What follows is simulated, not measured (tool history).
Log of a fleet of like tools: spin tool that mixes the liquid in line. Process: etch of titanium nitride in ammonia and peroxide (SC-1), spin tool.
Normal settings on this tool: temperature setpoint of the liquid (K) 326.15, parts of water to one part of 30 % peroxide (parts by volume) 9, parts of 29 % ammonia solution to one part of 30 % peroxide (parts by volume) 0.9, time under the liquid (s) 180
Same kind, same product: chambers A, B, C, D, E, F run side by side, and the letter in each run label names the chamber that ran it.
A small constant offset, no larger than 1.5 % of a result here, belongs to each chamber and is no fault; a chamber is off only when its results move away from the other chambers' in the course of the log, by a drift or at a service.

run	hour	temperature setpoint of the liquid (K)	parts of water to one part of 30 % peroxide (parts by volume)	parts of 29 % ammonia solution to one part of 30 % peroxide (parts by volume)	time under the liquid (s)	hours since the thermometer was replaced	hours since the ammonia flow meter was replaced	hours since the heated supply line was repaired	hours since the drum of ammonia solution was connected	read-back film thickness of the titanium nitride reference wafer, read on the same gauge (nm)	thickness taken off the titanium nitride on a monitor wafer (Å)
# hour 3.5: chamber D: new drum of ammonia solution connected
1D	11.2	326.15	9	0.9	180	432	902.6	1971.8	7.7	139.99	86.413
2A	17.9	326.15	9	0.9	180	1235.3	508.6	2573.6	875.2	140	88.228
# hour 18.9: chamber F: new drum of ammonia solution connected
3F	25.7	326.15	9	0.9	180	2125.9	74	2334.8	6.9	140	85.977
4E	38.9	326.15	9	0.9	180	1165	75.4	1180.9	447.7	140.01	86.033
5C	53.5	326.15	9	0.9	180	608.5	911.5	1750.4	325.8	139.98	87.604
6B	64.6	326.15	9	0.6	180	1864	302.3	1714.6	240.4	139.99	82.528
7C	73	326.15	9	0.6	180	628	931	1769.9	345.3	140	82.425
8F	81.8	326.15	9	0.6	180	2182	130.1	2390.9	63	140	81.287
9B	94.5	326.15	9	0.6	180	1893.9	332.2	1744.5	270.3	140.02	82.497
10E	104.8	326.15	9	0.6	180	1230.9	141.3	1246.8	513.6	140.01	81.051
11A	115	326.15	9	0.6	180	1332.4	605.7	2670.7	972.3	140	82.692
# hour 119.1: chamber B: thermometer replaced
# hour 125.4: chamber A: new drum of ammonia solution connected
12D	126.9	326.15	9	0.9	180	547.7	1018.3	2087.5	123.4	139.97	85.54
13A	135.9	326.15	9	0.9	180	1353.3	626.6	2691.6	10.5	140.01	87.52
14C	143.5	326.15	9	0.9	180	698.5	1001.5	1840.4	415.8	139.97	87.29
15E	155.1	326.15	9	0.9	180	1281.2	191.6	1297.1	563.9	140	86.724
16B	169.3	326.15	9	0.9	180	50.2	407	1819.3	345.1	140.01	88.104
# hour 173.4: chamber A: heated supply line repaired
17D	181.5	326.15	9	0.9	180	602.3	1072.9	2142.1	178	140.01	85.578
18F	193.2	326.15	9	0.9	180	2293.4	241.5	2502.3	174.4	139.98	86.063
# hour 195.4: chamber C: heated supply line repaired
19C	206.5	326.15	9	0.9	180	761.5	1064.5	11.2	478.8	139.98	88.119
20A	217	326.15	9	0.9	180	1434.4	707.7	43.7	91.6	140.02	87.363
21B	224	326.15	9	0.9	180	104.9	461.7	1874	399.8	139.99	88.111
22F	239	326.15	9	0.9	180	2339.2	287.3	2548.1	220.2	140.01	86.674
23E	251.9	326.15	9	0.9	180	1378	288.4	1393.9	660.7	140.01	86.14
# hour 259.4: chamber D: ammonia flow meter replaced
24D	266.1	326.15	9	0.9	180	686.9	6.7	2226.7	262.6	140.02	84.822
25A	276.2	321.15	9	0.9	235	1493.6	766.9	102.9	150.8	139.96	80.795
# hour 280.2: chamber F: thermometer replaced
26F	289.9	321.15	9	0.9	235	9.7	338.2	2599	271.1	140	80.292
27C	301.2	321.15	9	0.9	235	856.2	1159.2	105.9	573.5	139.99	80.378
28D	311	321.15	9	0.9	235	731.8	51.6	2271.6	307.5	139.97	78.284
29B	322.3	321.15	9	0.9	235	203.2	560	1972.3	498.1	139.98	81.168
30E	330.8	321.15	9	0.9	235	1456.9	367.3	1472.8	739.6	139.96	78.614
31E	341.7	326.15	9	0.9	180	1467.8	378.2	1483.7	750.5	140	87.145
32B	356.6	326.15	9	0.9	180	237.5	594.3	2006.6	532.4	140	88.053
33F	369.7	326.15	11	0.9	250	89.5	418	2678.8	350.9	140	107.97
34D	381.7	326.15	11	0.9	250	802.5	122.3	2342.3	378.2	140.01	105.54
35A	396.2	326.15	11	0.9	250	1613.6	886.9	222.9	270.8	140.03	110.82
36C	406.4	326.15	11	0.9	250	961.4	1264.4	211.1	678.7	139.97	109.71
37A	414	326.15	11	0.9	250	1631.4	904.7	240.7	288.6	140.01	110.85
38B	424.5	326.15	11	0.9	250	305.4	662.2	2074.5	600.3	139.99	110.95
39C	437.4	326.15	9	0.9	180	992.4	1295.4	242.1	709.7	140	88.174

Does one chamber stand apart from the rest, does the shared gauge drift, or is all well apart from small per-chamber offsets? Give the chamber and the most likely cause, where there is one.

It is chamber D that slowly wanders off from its peers.
Cause: temperature lost on the way to the wafer (K) = 0.613.
From this log alone, it may not be told apart from: liquid colder than its thermometer reads (K).

Chamber D could run next with any of the 4 candidate recipes listed below; each alters the usual settings, and their results appear as question marks. Which one brings its results back in line with what the other chambers deliver on the usual settings?
In line here means within this much of the mean the other chambers give on the usual settings: thickness taken off the titanium nitride on a monitor wafer (Å) 1.4
40D-1	448.2	324.65	9	0.9	180						?
40D-2	448.2	326.15	9	0.65	180						?
40D-3	448.2	327.65	9	0.9	180						?
40D-4	448.2	326.15	9	0.9	190						?

On the usual settings, the other chambers give on average: thickness taken off the titanium nitride on a monitor wafer (Å) 87.331
run	thickness taken off the titanium nitride on a monitor wafer (Å)
40D-1	74.842
40D-2	78.774
40D-3	91.708
40D-4	87.49
The answer is 40D-4, which returns the chamber to within the allowed miss of the others.

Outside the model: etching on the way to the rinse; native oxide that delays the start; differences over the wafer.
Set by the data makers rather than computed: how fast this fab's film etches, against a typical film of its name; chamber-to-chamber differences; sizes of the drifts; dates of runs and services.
